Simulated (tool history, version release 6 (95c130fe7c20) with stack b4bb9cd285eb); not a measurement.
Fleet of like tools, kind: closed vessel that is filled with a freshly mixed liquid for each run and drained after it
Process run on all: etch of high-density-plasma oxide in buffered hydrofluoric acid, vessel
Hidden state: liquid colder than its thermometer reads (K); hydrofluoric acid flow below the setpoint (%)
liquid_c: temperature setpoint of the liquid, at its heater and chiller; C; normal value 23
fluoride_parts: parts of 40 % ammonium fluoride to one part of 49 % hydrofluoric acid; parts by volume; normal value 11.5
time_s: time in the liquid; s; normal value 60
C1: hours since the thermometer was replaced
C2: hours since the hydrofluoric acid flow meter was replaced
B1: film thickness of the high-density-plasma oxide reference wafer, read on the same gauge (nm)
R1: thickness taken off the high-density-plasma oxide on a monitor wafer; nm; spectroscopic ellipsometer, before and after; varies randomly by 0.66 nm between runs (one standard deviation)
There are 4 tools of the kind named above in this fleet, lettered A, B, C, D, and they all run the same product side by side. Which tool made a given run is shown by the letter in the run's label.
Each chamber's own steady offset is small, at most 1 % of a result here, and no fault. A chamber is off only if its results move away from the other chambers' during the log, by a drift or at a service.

{"hour": 4.8, "done": "chamber A: thermometer replaced"}
{"run": "1D", "hour": 6.3, "liquid_c": 23, "fluoride_parts": 11.5, "time_s": 60, "C1": 1566.2, "C2": 523.7, "B1": 150.05, "R1": 92.882}
{"run": "2A", "hour": 13.6, "liquid_c": 23, "fluoride_parts": 11.5, "time_s": 60, "C1": 8.9, "C2": 256, "B1": 150.01, "R1": 92.476}
{"run": "3B", "hour": 25.7, "liquid_c": 23, "fluoride_parts": 11.5, "time_s": 60, "C1": 55.4, "C2": 1620.1, "B1": 149.96, "R1": 93.421}
{"run": "4C", "hour": 32.6, "liquid_c": 23, "fluoride_parts": 11.5, "time_s": 60, "C1": 2388.8, "C2": 898.3, "B1": 149.96, "R1": 93.186}
{"run": "5D", "hour": 40.4, "liquid_c": 23, "fluoride_parts": 11.5, "time_s": 60, "C1": 1600.3, "C2": 557.8, "B1": 149.99, "R1": 93.543}
{"run": "6B", "hour": 49.8, "liquid_c": 23, "fluoride_parts": 11.5, "time_s": 60, "C1": 79.5, "C2": 1644.2, "B1": 150.06, "R1": 95.349}
{"run": "7A", "hour": 59.4, "liquid_c": 23, "fluoride_parts": 11.5, "time_s": 60, "C1": 54.7, "C2": 301.8, "B1": 150.01, "R1": 93.457}
{"run": "8C", "hour": 68.0, "liquid_c": 23, "fluoride_parts": 11.5, "time_s": 60, "C1": 2424.2, "C2": 933.7, "B1": 150.02, "R1": 93.239}
{"run": "9D", "hour": 77.9, "liquid_c": 23, "fluoride_parts": 11.5, "time_s": 60, "C1": 1637.8, "C2": 595.3, "B1": 149.99, "R1": 94.543}
{"run": "10A", "hour": 87.1, "liquid_c": 23, "fluoride_parts": 11.5, "time_s": 60, "C1": 82.4, "C2": 329.5, "B1": 149.99, "R1": 91.876}
{"run": "11B", "hour": 95.1, "liquid_c": 23, "fluoride_parts": 11.5, "time_s": 60, "C1": 124.8, "C2": 1689.5, "B1": 150.05, "R1": 94.288}
{"run": "12C", "hour": 103.5, "liquid_c": 23, "fluoride_parts": 15, "time_s": 35, "C1": 2459.7, "C2": 969.2, "B1": 149.99, "R1": 41.576}
{"run": "13B", "hour": 110.4, "liquid_c": 23, "fluoride_parts": 15, "time_s": 35, "C1": 140.1, "C2": 1704.8, "B1": 149.98, "R1": 42.114}
{"run": "14D", "hour": 121.2, "liquid_c": 23, "fluoride_parts": 15, "time_s": 35, "C1": 1681.1, "C2": 638.6, "B1": 149.97, "R1": 41.841}
{"run": "15C", "hour": 127.7, "liquid_c": 23, "fluoride_parts": 15, "time_s": 35, "C1": 2483.9, "C2": 993.4, "B1": 150.06, "R1": 41.772}
{"run": "16A", "hour": 137.3, "liquid_c": 23, "fluoride_parts": 11.5, "time_s": 60, "C1": 132.6, "C2": 379.7, "B1": 149.99, "R1": 90.772}
{"run": "17C", "hour": 148.2, "liquid_c": 23, "fluoride_parts": 11.5, "time_s": 60, "C1": 2504.4, "C2": 1013.9, "B1": 150, "R1": 93.023}
{"run": "18A", "hour": 160.4, "liquid_c": 23, "fluoride_parts": 11.5, "time_s": 60, "C1": 155.7, "C2": 402.8, "B1": 150.05, "R1": 90.456}
{"run": "19B", "hour": 168.1, "liquid_c": 23, "fluoride_parts": 11.5, "time_s": 60, "C1": 197.8, "C2": 1762.5, "B1": 150.03, "R1": 94.514}
{"run": "20D", "hour": 177.2, "liquid_c": 23, "fluoride_parts": 11.5, "time_s": 60, "C1": 1737.1, "C2": 694.6, "B1": 149.97, "R1": 93.659}
{"run": "21D", "hour": 188.8, "liquid_c": 23, "fluoride_parts": 11.5, "time_s": 60, "C1": 1748.7, "C2": 706.2, "B1": 150, "R1": 94.053}
{"run": "22B", "hour": 198.6, "liquid_c": 23, "fluoride_parts": 11.5, "time_s": 60, "C1": 228.3, "C2": 1793, "B1": 149.99, "R1": 94.172}
{"run": "23A", "hour": 208.1, "liquid_c": 23, "fluoride_parts": 11.5, "time_s": 60, "C1": 203.4, "C2": 450.5, "B1": 149.98, "R1": 89.461}
{"run": "24C", "hour": 215.6, "liquid_c": 20, "fluoride_parts": 11.5, "time_s": 60, "C1": 2571.8, "C2": 1081.3, "B1": 149.94, "R1": 79.787}
{"run": "25B", "hour": 224.3, "liquid_c": 20, "fluoride_parts": 11.5, "time_s": 60, "C1": 254, "C2": 1818.7, "B1": 149.98, "R1": 81.11}
{"run": "26A", "hour": 235.2, "liquid_c": 20, "fluoride_parts": 11.5, "time_s": 60, "C1": 230.5, "C2": 477.6, "B1": 150, "R1": 74.288}
{"hour": 238.3, "done": "chamber B: hydrofluoric acid flow meter replaced"}
{"run": "27C", "hour": 245.2, "liquid_c": 20, "fluoride_parts": 11.5, "time_s": 60, "C1": 2601.4, "C2": 1110.9, "B1": 150.01, "R1": 78.783}
{"hour": 249.0, "done": "chamber D: thermometer replaced"}
{"run": "28D", "hour": 257.3, "liquid_c": 23, "fluoride_parts": 11.5, "time_s": 60, "C1": 8.4, "C2": 774.7, "B1": 150.02, "R1": 92.795}
{"run": "29D", "hour": 264.1, "liquid_c": 23, "fluoride_parts": 11.5, "time_s": 60, "C1": 15.2, "C2": 781.5, "B1": 150.01, "R1": 93.845}
{"run": "30A", "hour": 273.5, "liquid_c": 23, "fluoride_parts": 11.5, "time_s": 60, "C1": 268.8, "C2": 515.9, "B1": 150.02, "R1": 86.709}
{"run": "31C", "hour": 280.2, "liquid_c": 23, "fluoride_parts": 11.5, "time_s": 60, "C1": 2636.4, "C2": 1145.9, "B1": 150.01, "R1": 94.325}
{"run": "32B", "hour": 287.1, "liquid_c": 23, "fluoride_parts": 11.5, "time_s": 60, "C1": 316.8, "C2": 48.9, "B1": 149.98, "R1": 93.728}
{"run": "33A", "hour": 295.0, "liquid_c": 23, "fluoride_parts": 16, "time_s": 80, "C1": 290.3, "C2": 537.4, "B1": 149.97, "R1": 82.773}
{"run": "34D", "hour": 305.3, "liquid_c": 23, "fluoride_parts": 16, "time_s": 80, "C1": 56.4, "C2": 822.7, "B1": 149.97, "R1": 90.55}
{"run": "35C", "hour": 314.5, "liquid_c": 23, "fluoride_parts": 16, "time_s": 80, "C1": 2670.7, "C2": 1180.2, "B1": 150.01, "R1": 89.041}

Each of the 4 chambers runs these same settings next. Fill in every chamber's results:
{"run": "36A", "hour": 323.2, "liquid_c": 23, "fluoride_parts": 11.5, "time_s": 90, "R1": "?"}
{"run": "36B", "hour": 323.2, "liquid_c": 23, "fluoride_parts": 11.5, "time_s": 90, "R1": "?"}
{"run": "36C", "hour": 323.2, "liquid_c": 23, "fluoride_parts": 11.5, "time_s": 90, "R1": "?"}
{"run": "36D", "hour": 323.2, "liquid_c": 23, "fluoride_parts": 11.5, "time_s": 90, "R1": "?"}

run=36A R1=125.95
run=36B R1=141.4
run=36C R1=142.62
run=36D R1=140.99
